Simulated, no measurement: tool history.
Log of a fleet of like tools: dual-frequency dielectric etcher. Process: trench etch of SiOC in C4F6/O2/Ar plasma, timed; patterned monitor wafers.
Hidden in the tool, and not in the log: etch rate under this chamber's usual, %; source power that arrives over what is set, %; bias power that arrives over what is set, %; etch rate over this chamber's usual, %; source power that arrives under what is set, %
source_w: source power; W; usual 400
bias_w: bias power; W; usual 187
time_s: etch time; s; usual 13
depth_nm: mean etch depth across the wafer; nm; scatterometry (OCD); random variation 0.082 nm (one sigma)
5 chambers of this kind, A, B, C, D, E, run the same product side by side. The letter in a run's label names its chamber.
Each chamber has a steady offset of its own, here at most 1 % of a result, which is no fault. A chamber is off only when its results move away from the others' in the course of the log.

| run | hour | source_w | bias_w | time_s | hours since the last wet clean | hours since the last source power generator calibration | hours since the last bias power generator calibration | read-back reference wafer on the same gauge, depth_nm | depth_nm |
|---|---|---|---|---|---|---|---|---|---|
| 1D | 5.7 | 400 | 187 | 13 | 484 | 2603.4 | 449.5 | 28.706 | 26.982 |
| 2A | 10 | 400 | 187 | 13 | 489.2 | 1241.3 | 3489.2 | 28.705 | 27.055 |
| 3E | 17.8 | 400 | 187 | 13 | 455.1 | 2265 | 2118.2 | 28.696 | 27.395 |
|  | 23.5 | chamber D: wet clean of the chamber |
| 4B | 23.8 | 400 | 187 | 13 | 392.2 | 2705.7 | 991.5 | 28.688 | 27.344 |
| 5C | 30.4 | 400 | 187 | 13 | 103.2 | 524.5 | 724.5 | 28.687 | 27.2 |
| 6A | 34.7 | 400 | 187 | 13 | 513.9 | 1266 | 3513.9 | 28.713 | 27.258 |
| 7D | 43.9 | 400 | 230 | 13 | 20.4 | 2641.6 | 487.7 | 28.721 | 29.039 |
| 8B | 52.5 | 400 | 230 | 13 | 420.9 | 2734.4 | 1020.2 | 28.692 | 29.418 |
| 9E | 60.9 | 400 | 230 | 13 | 498.2 | 2308.1 | 2161.3 | 28.698 | 29.224 |
| 10C | 66.3 | 400 | 230 | 13 | 139.1 | 560.4 | 760.4 | 28.726 | 29.053 |
| 11C | 70.8 | 400 | 230 | 13 | 143.6 | 564.9 | 764.9 | 28.699 | 29.347 |
| 12D | 75.5 | 400 | 187 | 13 | 52 | 2673.2 | 519.3 | 28.695 | 26.974 |
| 13B | 81.6 | 400 | 187 | 13 | 450 | 2763.5 | 1049.3 | 28.685 | 27.502 |
|  | 84.5 | chamber A: wet clean of the chamber |
| 14A | 86.5 | 400 | 187 | 13 | 2 | 1317.8 | 3565.7 | 28.698 | 27.135 |
| 15E | 94.1 | 400 | 187 | 13 | 531.4 | 2341.3 | 2194.5 | 28.713 | 27.386 |
|  | 101.8 | chamber E: source power generator calibrated |
| 16B | 101.8 | 400 | 187 | 13 | 470.2 | 2783.7 | 1069.5 | 28.719 | 27.623 |
| 17D | 105.9 | 400 | 187 | 13 | 82.4 | 2703.6 | 549.7 | 28.671 | 27.1 |
| 18E | 112.5 | 400 | 187 | 13 | 549.8 | 10.7 | 2212.9 | 28.701 | 27.392 |
|  | 112.6 | chamber E: wet clean of the chamber |
| 19A | 117.2 | 400 | 187 | 13 | 32.7 | 1348.5 | 3596.4 | 28.681 | 27.236 |
| 20C | 122.5 | 400 | 187 | 13 | 195.3 | 616.6 | 816.6 | 28.709 | 27.474 |
|  | 126.2 | chamber E: bias power generator calibrated |
| 21B | 126.9 | 320 | 187 | 10 | 495.3 | 2808.8 | 1094.6 | 28.7 | 19.326 |
| 22E | 131.3 | 320 | 187 | 10 | 18.8 | 29.5 | 5.2 | 28.708 | 19.889 |
| 23C | 140.3 | 320 | 187 | 10 | 213.1 | 634.4 | 834.4 | 28.706 | 19.175 |
| 24D | 146.6 | 320 | 187 | 10 | 123.1 | 2744.3 | 590.4 | 28.706 | 19.165 |
| 25A | 151 | 320 | 187 | 10 | 66.5 | 1382.3 | 3630.2 | 28.684 | 19.195 |
| 26E | 160 | 400 | 187 | 13 | 47.5 | 58.2 | 33.9 | 28.702 | 28.013 |
| 27C | 165.1 | 400 | 187 | 13 | 237.9 | 659.2 | 859.2 | 28.697 | 27.284 |
| 28D | 169.2 | 400 | 187 | 13 | 145.7 | 2766.9 | 613 | 28.687 | 27.072 |
|  | 171.5 | chamber B: wet clean of the chamber |
| 29B | 174.7 | 400 | 187 | 13 | 3.2 | 2856.6 | 1142.4 | 28.696 | 27.49 |
| 30A | 182.3 | 400 | 187 | 13 | 97.8 | 1413.6 | 3661.5 | 28.72 | 27.137 |
| 31B | 188 | 400 | 187 | 13 | 16.5 | 2869.9 | 1155.7 | 28.712 | 27.424 |
| 32A | 193 | 400 | 187 | 13 | 108.5 | 1424.3 | 3672.2 | 28.699 | 27.142 |
| 33C | 197.6 | 400 | 187 | 13 | 270.4 | 691.7 | 891.7 | 28.703 | 27.277 |
| 34D | 205.7 | 400 | 187 | 13 | 182.2 | 2803.4 | 649.5 | 28.696 | 27.087 |
| 35E | 213.3 | 400 | 187 | 13 | 100.8 | 111.5 | 87.2 | 28.702 | 28.18 |
| 36C | 220.6 | 400 | 187 | 13 | 293.4 | 714.7 | 914.7 | 28.665 | 27.343 |
| 37E | 229.3 | 400 | 187 | 13 | 116.8 | 127.5 | 103.2 | 28.707 | 28.089 |
| 38A | 237.1 | 400 | 187 | 13 | 152.6 | 1468.4 | 3716.3 | 28.688 | 27.099 |
| 39B | 245.6 | 400 | 187 | 13 | 74.1 | 2927.5 | 1213.3 | 28.712 | 27.462 |
| 40D | 253.8 | 400 | 187 | 13 | 230.3 | 2851.5 | 697.6 | 28.676 | 27.137 |
| 41D | 262.3 | 400 | 187 | 13 | 238.8 | 2860 | 706.1 | 28.706 | 27.149 |
| 42E | 268.2 | 400 | 187 | 13 | 155.7 | 166.4 | 142.1 | 28.68 | 28.019 |

All 5 chambers run these settings next. Forecast each chamber's results:
| 43A | 274.8 | 400 | 187 | 13 |  |  |  |  | ? |
| 43B | 274.8 | 400 | 187 | 13 |  |  |  |  | ? |
| 43C | 274.8 | 400 | 187 | 13 |  |  |  |  | ? |
| 43D | 274.8 | 400 | 187 | 13 |  |  |  |  | ? |
| 43E | 274.8 | 400 | 187 | 13 |  |  |  |  | ? |

| run | depth_nm |
|---|---|
| 43A | 27.231 |
| 43B | 27.436 |
| 43C | 27.262 |
| 43D | 27.141 |
| 43E | 28.2 |
